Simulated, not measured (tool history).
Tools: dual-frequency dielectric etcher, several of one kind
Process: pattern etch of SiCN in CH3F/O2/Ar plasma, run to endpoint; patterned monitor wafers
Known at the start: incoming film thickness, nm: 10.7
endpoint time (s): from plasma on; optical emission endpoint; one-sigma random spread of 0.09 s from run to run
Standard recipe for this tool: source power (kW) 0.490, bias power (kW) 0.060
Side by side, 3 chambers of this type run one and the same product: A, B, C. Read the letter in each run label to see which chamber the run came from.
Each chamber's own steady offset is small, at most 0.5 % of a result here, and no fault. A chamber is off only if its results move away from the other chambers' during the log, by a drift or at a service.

| run | hour | source power (kW) | bias power (kW) | endpoint time (s) |
|---|---|---|---|---|
| 1C | 4.8 | 0.490 | 0.060 | 27.967 |
| 2B | 9.8 | 0.490 | 0.060 | 27.989 |
| 3A | 13.7 | 0.490 | 0.060 | 28.058 |
| 4A | 17.8 | 0.490 | 0.060 | 27.852 |
| 5C | 22.4 | 0.490 | 0.060 | 27.974 |
| 6B | 26.8 | 0.490 | 0.060 | 28.080 |
| 7B | 30.5 | 0.490 | 0.060 | 28.079 |
| 8A | 34.6 | 0.490 | 0.060 | 28.016 |
| 9C | 40.9 | 0.440 | 0.069 | 27.894 |
| 10A | 46.0 | 0.440 | 0.069 | 27.688 |
| 11C | 49.6 | 0.440 | 0.069 | 27.788 |
| 12B | 52.8 | 0.490 | 0.060 | 27.977 |
|  | 55.3 | chamber C: wet clean of the chamber |
| 13C | 57.5 | 0.490 | 0.065 | 25.993 |
| 14B | 61.3 | 0.490 | 0.065 | 27.283 |
| 15A | 64.2 | 0.490 | 0.065 | 27.145 |
| 16C | 69.4 | 0.490 | 0.060 | 26.977 |
| 17A | 75.6 | 0.490 | 0.060 | 28.006 |
| 18B | 78.8 | 0.490 | 0.060 | 28.059 |
| 19A | 82.4 | 0.490 | 0.073 | 26.024 |
| 20B | 85.4 | 0.490 | 0.073 | 26.310 |
| 21C | 90.0 | 0.490 | 0.073 | 25.065 |
| 22A | 94.5 | 0.490 | 0.060 | 28.056 |
| 23C | 98.1 | 0.490 | 0.060 | 26.861 |
| 24B | 102.2 | 0.410 | 0.071 | 28.426 |
| 25C | 107.0 | 0.410 | 0.071 | 27.240 |
| 26B | 110.9 | 0.410 | 0.071 | 28.342 |
| 27A | 115.1 | 0.490 | 0.060 | 27.848 |
| 28C | 120.7 | 0.490 | 0.060 | 26.977 |
| 29B | 126.6 | 0.490 | 0.060 | 28.265 |
| 30A | 130.6 | 0.490 | 0.074 | 25.998 |
| 31B | 135.4 | 0.490 | 0.074 | 26.245 |
| 32C | 139.3 | 0.490 | 0.074 | 24.941 |
| 33A | 145.2 | 0.490 | 0.060 | 27.948 |
| 34C | 149.9 | 0.490 | 0.060 | 26.925 |
|  | 150.0 | chamber A: wet clean of the chamber |
| 35A | 155.5 | 0.490 | 0.060 | 27.914 |
| 36B | 160.2 | 0.490 | 0.060 | 28.143 |
| 37B | 165.3 | 0.490 | 0.060 | 28.182 |
| 38A | 169.0 | 0.490 | 0.049 | 29.829 |
| 39C | 172.5 | 0.490 | 0.049 | 28.680 |
| 40B | 178.6 | 0.490 | 0.049 | 30.108 |

All chambers now run identical settings, listed one chamber a line with results as question marks. What results will each chamber show?
| 41A | 183.1 | 0.490 | 0.060 | ? |
| 41B | 183.1 | 0.490 | 0.060 | ? |
| 41C | 183.1 | 0.490 | 0.060 | ? |

| run | endpoint time (s) |
|---|---|
| 41A | 27.998 |
| 41B | 28.173 |
| 41C | 26.806 |
